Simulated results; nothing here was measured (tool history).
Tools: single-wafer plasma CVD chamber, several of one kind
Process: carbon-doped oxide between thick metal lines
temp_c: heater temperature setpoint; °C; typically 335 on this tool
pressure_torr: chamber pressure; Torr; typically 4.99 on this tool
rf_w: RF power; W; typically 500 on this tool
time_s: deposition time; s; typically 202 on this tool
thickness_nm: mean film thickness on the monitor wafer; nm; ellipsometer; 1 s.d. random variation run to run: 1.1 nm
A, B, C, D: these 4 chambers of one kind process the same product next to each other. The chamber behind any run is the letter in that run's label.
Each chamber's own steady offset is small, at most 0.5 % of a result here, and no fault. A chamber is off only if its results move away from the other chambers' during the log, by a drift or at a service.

run,day,temp_c,pressure_torr,rf_w,time_s,"read-back reference wafer on the same gauge, thickness_nm",thickness_nm
1D,0.404,335,4.99,500,202,1250.0,1058.00
2A,0.625,335,4.99,500,202,1250.6,1059.60
3C,0.879,335,4.99,500,202,1250.5,1063.20
4B,1.250,335,4.99,500,202,1250.5,1057.60
5A,1.479,335,4.99,500,202,1250.5,1058.00
6B,1.725,335,4.99,500,202,1250.5,1058.30
7D,1.983,335,4.99,500,202,1250.7,1058.10
8C,2.338,335,4.99,500,202,1250.7,1066.20
9A,2.692,335,4.99,500,202,1251.0,1060.10
10C,3.046,335,4.99,500,202,1251.2,1062.90
11D,3.304,335,4.99,500,202,1251.5,1059.50
12B,3.746,335,4.99,500,202,1251.5,1058.40
13A,3.988,335,4.99,500,202,1251.5,1060.30
14B,4.350,335,4.99,500,202,1251.7,1060.80
15C,4.725,335,4.99,500,202,1252.0,1064.70
16D,5.117,335,4.99,500,202,1252.0,1060.00
17C,5.483,335,4.99,500,202,1252.3,1065.20
18D,5.762,335,4.99,500,202,1251.9,1057.90
19B,6.133,335,4.99,500,202,1252.6,1061.20
20A,6.408,335,4.99,500,202,1252.8,1060.40
21C,6.792,335,4.99,500,202,1252.9,1065.80
22D,7.183,335,4.99,500,202,1252.9,1060.10
23A,7.500,335,4.99,500,202,1252.8,1060.80
24B,7.804,335,4.99,440,170,1253.3,820.64
25D,8.012,335,4.99,440,170,1253.1,819.16
26C,8.421,335,4.99,440,170,1253.3,825.77
27B,8.829,335,4.99,440,170,1253.6,821.39
28A,9.125,335,4.99,500,202,1253.4,1059.40
29C,9.525,335,4.99,500,202,1253.6,1064.60
30D,9.733,335,4.99,500,202,1253.7,1059.30
# day 9.867: chamber B: thermocouple changed; heater temperature recalibrated
31A,10.167,335,4.99,500,202,1254.0,1061.70
32B,10.533,335,4.99,500,202,1254.2,1061.80
# day 10.650: chamber D: RF generator calibrated
33A,10.888,335,4.99,500,202,1254.3,1063.50
34C,11.108,335,4.99,535,180,1254.7,991.94
35D,11.554,335,4.99,535,180,1254.9,986.89
36B,11.825,335,4.99,535,180,1254.7,987.29
37C,12.054,335,4.99,535,180,1254.9,991.31
38A,12.496,335,4.99,500,202,1255.1,1062.20
39D,12.804,335,4.99,500,202,1255.1,1058.90

Does one chamber stand apart from the rest, does the shared gauge drift, or is all well apart from small per-chamber offsets? Give the chamber and the most likely cause, where there is one.

The shared gauge is drifting. All chambers look as if they move in step, but none is off.
Likeliest cause: gauge reads high (%) = 0.416.
